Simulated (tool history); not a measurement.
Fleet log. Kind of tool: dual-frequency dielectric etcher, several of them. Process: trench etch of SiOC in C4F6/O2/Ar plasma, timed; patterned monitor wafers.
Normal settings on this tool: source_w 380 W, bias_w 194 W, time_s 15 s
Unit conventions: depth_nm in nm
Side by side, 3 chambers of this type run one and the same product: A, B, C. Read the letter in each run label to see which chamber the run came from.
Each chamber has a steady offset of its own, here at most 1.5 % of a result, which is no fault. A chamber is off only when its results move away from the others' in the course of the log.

run   hour  source_w  bias_w  time_s  hours since the last wet clean  hours since the last source power generator calibration  hours since the last bias power generator calibration  read-back reference wafer on the same gauge, depth_nm  depth_nm
 1A   14.4       380     194      15                           357.0                                                   2324.1                                                 1289.5                                                 29.618    31.004
 2C   24.7       380     194      15                           371.5                                                   1541.1                                                 1678.3                                                 29.612    30.954
 3B   34.9       380     194      15                           172.3                                                   2804.7                                                  998.8                                                 29.609    31.190
 4B   48.9       380     194      15                           186.3                                                   2818.7                                                 1012.8                                                 29.619    31.306
 5C   60.7       380     194      15                           407.5                                                   1577.1                                                 1714.3                                                 29.623    30.920
 6A   75.2       380     194      15                           417.8                                                   2384.9                                                 1350.3                                                 29.635    30.998
      83.5  -- chamber C: wet clean of the chamber
 7A   86.3       380     194      15                           428.9                                                   2396.0                                                 1361.4                                                 29.644    30.913
 8C   93.6       380     194      15                            10.1                                                   1610.0                                                 1747.2                                                 29.641    31.023
 9B  108.2       380     214      15                           245.6                                                   2878.0                                                 1072.1                                                 29.636    32.303
10A  122.1       380     214      15                           464.7                                                   2431.8                                                 1397.2                                                 29.650    32.005
11C  136.1       380     214      15                            52.6                                                   1652.5                                                 1789.7                                                 29.642    32.071
12B  146.2       380     194      15                           283.6                                                   2916.0                                                 1110.1                                                 29.647    31.320
13A  156.2       380     194      15                           498.8                                                   2465.9                                                 1431.3                                                 29.662    31.088
14C  165.8       380     194      15                            82.3                                                   1682.2                                                 1819.4                                                 29.656    31.007
15B  181.7       380     194      15                           319.1                                                   2951.5                                                 1145.6                                                 29.665    31.340
16A  191.8       380     194      15                           534.4                                                   2501.5                                                 1466.9                                                 29.680    31.023
17B  207.8       380     194      15                           345.2                                                   2977.6                                                 1171.7                                                 29.671    31.318
18C  220.4       310     166      15                           136.9                                                   1736.8                                                 1874.0                                                 29.686    27.262
19C  231.8       310     166      15                           148.3                                                   1748.2                                                 1885.4                                                 29.687    27.166
20B  247.5       310     166      15                           384.9                                                   3017.3                                                 1211.4                                                 29.698    27.641
21A  262.7       380     194      15                           605.3                                                   2572.4                                                 1537.8                                                 29.702    31.067
22C  278.9       380     194      15                           195.4                                                   1795.3                                                 1932.5                                                 29.704    31.022
23A  291.8       380     194      15                           634.4                                                   2601.5                                                 1566.9                                                 29.714    31.106
     302.1  -- chamber B: wet clean of the chamber
     305.1  -- chamber C: bias power generator calibrated
24B  305.8       340     216      15                             3.8                                                   3075.6                                                 1269.7                                                 29.714    31.102
     312.0  -- chamber A: wet clean of the chamber
25C  314.5       340     216      15                           231.0                                                   1830.9                                                    9.4                                                 29.718    30.756
26A  323.0       340     216      15                            11.1                                                   2632.7                                                 1598.1                                                 29.729    30.815
27B  332.8       380     194      15                            30.8                                                   3102.6                                                 1296.7                                                 29.726    31.434
28C  348.0       380     194      15                           264.5                                                   1864.4                                                   42.9                                                 29.720    31.108
29B  359.5       380     175      15                            57.5                                                   3129.3                                                 1323.4                                                 29.736    30.320
30A  375.6       380     175      15                            63.7                                                   2685.3                                                 1650.7                                                 29.743    30.148
31B  390.3       380     175      15                            88.3                                                   3160.1                                                 1354.2                                                 29.740    30.363
32A  403.2       380     194      15                            91.3                                                   2712.9                                                 1678.3                                                 29.757    31.070
     409.2  -- chamber A: bias power generator calibrated
33C  413.6       380     194      15                           330.1                                                   1930.0                                                  108.5                                                 29.749    31.167
34C  426.8       430     166      15                           343.3                                                   1943.2                                                  121.7                                                 29.754    31.100
35A  436.3       430     166      15                           124.4                                                   2746.0                                                   27.1                                                 29.755    31.110
36B  445.6       430     166      15                           143.6                                                   3215.4                                                 1409.5                                                 29.767    31.441
37C  459.8       380     194      15                           376.3                                                   1976.2                                                  154.7                                                 29.789    31.032
     460.7  -- chamber C: wet clean of the chamber
38A  470.3       380     194      15                           158.4                                                   2780.0                                                   61.1                                                 29.776    31.224
39B  482.0       380     194      15                           180.0                                                   3251.8                                                 1445.9                                                 29.774    31.374
40B  496.8       380     194      15                           194.8                                                   3266.6                                                 1460.7                                                 29.783    31.402
41C  508.1       420     194      15                            47.5                                                   2024.5                                                  203.0                                                 29.784    32.385

Read the log: is a single chamber off, either drifting away or since a service, is the gauge that measures every chamber drifting, or is nothing wrong beyond small per-chamber offsets? Name any odd chamber and what most likely caused it.

The shared gauge is drifting. All chambers look as if they move in step, but none is off.
Cause: gauge reads high (%) = 0.664.
